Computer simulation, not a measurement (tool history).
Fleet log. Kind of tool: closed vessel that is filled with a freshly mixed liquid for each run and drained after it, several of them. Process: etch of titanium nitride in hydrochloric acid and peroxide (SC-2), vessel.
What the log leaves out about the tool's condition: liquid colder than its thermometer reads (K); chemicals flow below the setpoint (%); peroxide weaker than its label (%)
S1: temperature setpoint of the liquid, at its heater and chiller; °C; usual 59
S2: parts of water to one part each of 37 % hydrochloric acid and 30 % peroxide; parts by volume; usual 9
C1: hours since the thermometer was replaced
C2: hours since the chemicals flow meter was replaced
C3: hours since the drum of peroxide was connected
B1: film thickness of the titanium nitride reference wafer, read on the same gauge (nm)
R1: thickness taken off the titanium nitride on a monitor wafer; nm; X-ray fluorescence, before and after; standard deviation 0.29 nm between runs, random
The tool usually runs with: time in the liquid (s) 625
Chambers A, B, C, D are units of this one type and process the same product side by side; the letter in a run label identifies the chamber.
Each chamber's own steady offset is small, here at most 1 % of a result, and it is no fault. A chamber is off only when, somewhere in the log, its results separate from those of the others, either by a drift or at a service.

{"run": "1B", "hour": 3.3, "S1": 59, "S2": 9, "time in the liquid (s)": 625, "C1": 1427.8, "C2": 152.8, "C3": 538.8, "B1": 129.98, "R1": 35.879}
{"run": "2A", "hour": 7.6, "S1": 59, "S2": 9, "time in the liquid (s)": 625, "C1": 735.5, "C2": 202.1, "C3": 471.7, "B1": 129.96, "R1": 35.638}
{"run": "3D", "hour": 12.5, "S1": 59, "S2": 9, "time in the liquid (s)": 625, "C1": 1486.1, "C2": 353, "C3": 224.3, "B1": 130, "R1": 35.715}
{"run": "4C", "hour": 17.5, "S1": 59, "S2": 9, "time in the liquid (s)": 625, "C1": 103.1, "C2": 1208.3, "C3": 236.5, "B1": 130.03, "R1": 35.94}
{"run": "5D", "hour": 20.8, "S1": 59, "S2": 9, "time in the liquid (s)": 625, "C1": 1494.4, "C2": 361.3, "C3": 232.6, "B1": 129.99, "R1": 36.068}
{"run": "6A", "hour": 23.5, "S1": 59, "S2": 9, "time in the liquid (s)": 625, "C1": 751.4, "C2": 218, "C3": 487.6, "B1": 130, "R1": 35.776}
{"run": "7B", "hour": 26.8, "S1": 59, "S2": 9, "time in the liquid (s)": 625, "C1": 1451.3, "C2": 176.3, "C3": 562.3, "B1": 130.01, "R1": 35.614}
{"run": "8C", "hour": 31.0, "S1": 59, "S2": 9, "time in the liquid (s)": 625, "C1": 116.6, "C2": 1221.8, "C3": 250, "B1": 130.01, "R1": 35.913}
{"run": "9A", "hour": 35.2, "S1": 59, "S2": 9, "time in the liquid (s)": 625, "C1": 763.1, "C2": 229.7, "C3": 499.3, "B1": 129.98, "R1": 36.31}
{"run": "10B", "hour": 40.6, "S1": 59, "S2": 9, "time in the liquid (s)": 625, "C1": 1465.1, "C2": 190.1, "C3": 576.1, "B1": 130.01, "R1": 35.639}
{"run": "11C", "hour": 45.9, "S1": 59, "S2": 9, "time in the liquid (s)": 625, "C1": 131.5, "C2": 1236.7, "C3": 264.9, "B1": 129.99, "R1": 35.777}
{"run": "12D", "hour": 50.4, "S1": 59, "S2": 9, "time in the liquid (s)": 625, "C1": 1524, "C2": 390.9, "C3": 262.2, "B1": 129.97, "R1": 35.961}
{"hour": 55.1, "done": "chamber B: new drum of peroxide connected"}
{"run": "13A", "hour": 55.2, "S1": 59, "S2": 9, "time in the liquid (s)": 625, "C1": 783.1, "C2": 249.7, "C3": 519.3, "B1": 130, "R1": 36.044}
{"run": "14D", "hour": 61.4, "S1": 59, "S2": 9, "time in the liquid (s)": 625, "C1": 1535, "C2": 401.9, "C3": 273.2, "B1": 130.01, "R1": 35.745}
{"run": "15B", "hour": 65.5, "S1": 59, "S2": 9, "time in the liquid (s)": 625, "C1": 1490, "C2": 215, "C3": 10.4, "B1": 129.99, "R1": 36.198}
{"run": "16C", "hour": 68.4, "S1": 59, "S2": 9, "time in the liquid (s)": 295, "C1": 154, "C2": 1259.2, "C3": 287.4, "B1": 130.01, "R1": 17.13}
{"run": "17C", "hour": 73.9, "S1": 59, "S2": 9, "time in the liquid (s)": 295, "C1": 159.5, "C2": 1264.7, "C3": 292.9, "B1": 129.99, "R1": 17.049}
{"run": "18B", "hour": 79.1, "S1": 59, "S2": 9, "time in the liquid (s)": 295, "C1": 1503.6, "C2": 228.6, "C3": 24, "B1": 130.04, "R1": 16.841}
{"run": "19A", "hour": 82.9, "S1": 59, "S2": 9, "time in the liquid (s)": 295, "C1": 810.8, "C2": 277.4, "C3": 547, "B1": 130.02, "R1": 16.971}
{"run": "20D", "hour": 89.2, "S1": 59, "S2": 9, "time in the liquid (s)": 625, "C1": 1562.8, "C2": 429.7, "C3": 301, "B1": 130, "R1": 34.676}
{"run": "21B", "hour": 92.8, "S1": 59, "S2": 9, "time in the liquid (s)": 840, "C1": 1517.3, "C2": 242.3, "C3": 37.7, "B1": 129.98, "R1": 48.77}
{"run": "22C", "hour": 98.3, "S1": 59, "S2": 9, "time in the liquid (s)": 840, "C1": 183.9, "C2": 1289.1, "C3": 317.3, "B1": 129.99, "R1": 49.2}
{"run": "23A", "hour": 104.2, "S1": 59, "S2": 9, "time in the liquid (s)": 840, "C1": 832.1, "C2": 298.7, "C3": 568.3, "B1": 130, "R1": 48.387}
{"run": "24D", "hour": 107.3, "S1": 59, "S2": 9, "time in the liquid (s)": 840, "C1": 1580.9, "C2": 447.8, "C3": 319.1, "B1": 129.95, "R1": 45.593}
{"run": "25C", "hour": 111.9, "S1": 59, "S2": 9, "time in the liquid (s)": 625, "C1": 197.5, "C2": 1302.7, "C3": 330.9, "B1": 130.01, "R1": 36.199}
{"run": "26B", "hour": 117.9, "S1": 59, "S2": 9, "time in the liquid (s)": 625, "C1": 1542.4, "C2": 267.4, "C3": 62.8, "B1": 130.02, "R1": 35.517}
{"run": "27A", "hour": 121.4, "S1": 59, "S2": 9, "time in the liquid (s)": 625, "C1": 849.3, "C2": 315.9, "C3": 585.5, "B1": 130.01, "R1": 36.659}
{"run": "28D", "hour": 124.3, "S1": 59, "S2": 9, "time in the liquid (s)": 625, "C1": 1597.9, "C2": 464.8, "C3": 336.1, "B1": 129.98, "R1": 33.338}
{"run": "29C", "hour": 128.7, "S1": 59, "S2": 9, "time in the liquid (s)": 625, "C1": 214.3, "C2": 1319.5, "C3": 347.7, "B1": 130.02, "R1": 36.101}
{"run": "30B", "hour": 134.1, "S1": 59, "S2": 9, "time in the liquid (s)": 625, "C1": 1558.6, "C2": 283.6, "C3": 79, "B1": 130, "R1": 36.055}
{"run": "31D", "hour": 139.9, "S1": 59, "S2": 9, "time in the liquid (s)": 625, "C1": 1613.5, "C2": 480.4, "C3": 351.7, "B1": 130.04, "R1": 33.157}
{"run": "32A", "hour": 144.3, "S1": 59, "S2": 9, "time in the liquid (s)": 625, "C1": 872.2, "C2": 338.8, "C3": 608.4, "B1": 129.95, "R1": 36.617}
{"run": "33A", "hour": 150.1, "S1": 59, "S2": 5, "time in the liquid (s)": 625, "C1": 878, "C2": 344.6, "C3": 614.2, "B1": 129.98, "R1": 57.238}
{"run": "34B", "hour": 155.5, "S1": 59, "S2": 5, "time in the liquid (s)": 625, "C1": 1580, "C2": 305, "C3": 100.4, "B1": 130.01, "R1": 56.896}
{"run": "35D", "hour": 161.0, "S1": 59, "S2": 5, "time in the liquid (s)": 625, "C1": 1634.6, "C2": 501.5, "C3": 372.8, "B1": 130.04, "R1": 51.01}

All 4 chambers run these settings next. Forecast each chamber's results:
{"run": "36A", "hour": 165.6, "S1": 59, "S2": 9, "time in the liquid (s)": 625, "R1": "?"}
{"run": "36B", "hour": 165.6, "S1": 59, "S2": 9, "time in the liquid (s)": 625, "R1": "?"}
{"run": "36C", "hour": 165.6, "S1": 59, "S2": 9, "time in the liquid (s)": 625, "R1": "?"}
{"run": "36D", "hour": 165.6, "S1": 59, "S2": 9, "time in the liquid (s)": 625, "R1": "?"}

run=36A R1=36.15
run=36B R1=35.473
run=36C R1=36.037
run=36D R1=32.513

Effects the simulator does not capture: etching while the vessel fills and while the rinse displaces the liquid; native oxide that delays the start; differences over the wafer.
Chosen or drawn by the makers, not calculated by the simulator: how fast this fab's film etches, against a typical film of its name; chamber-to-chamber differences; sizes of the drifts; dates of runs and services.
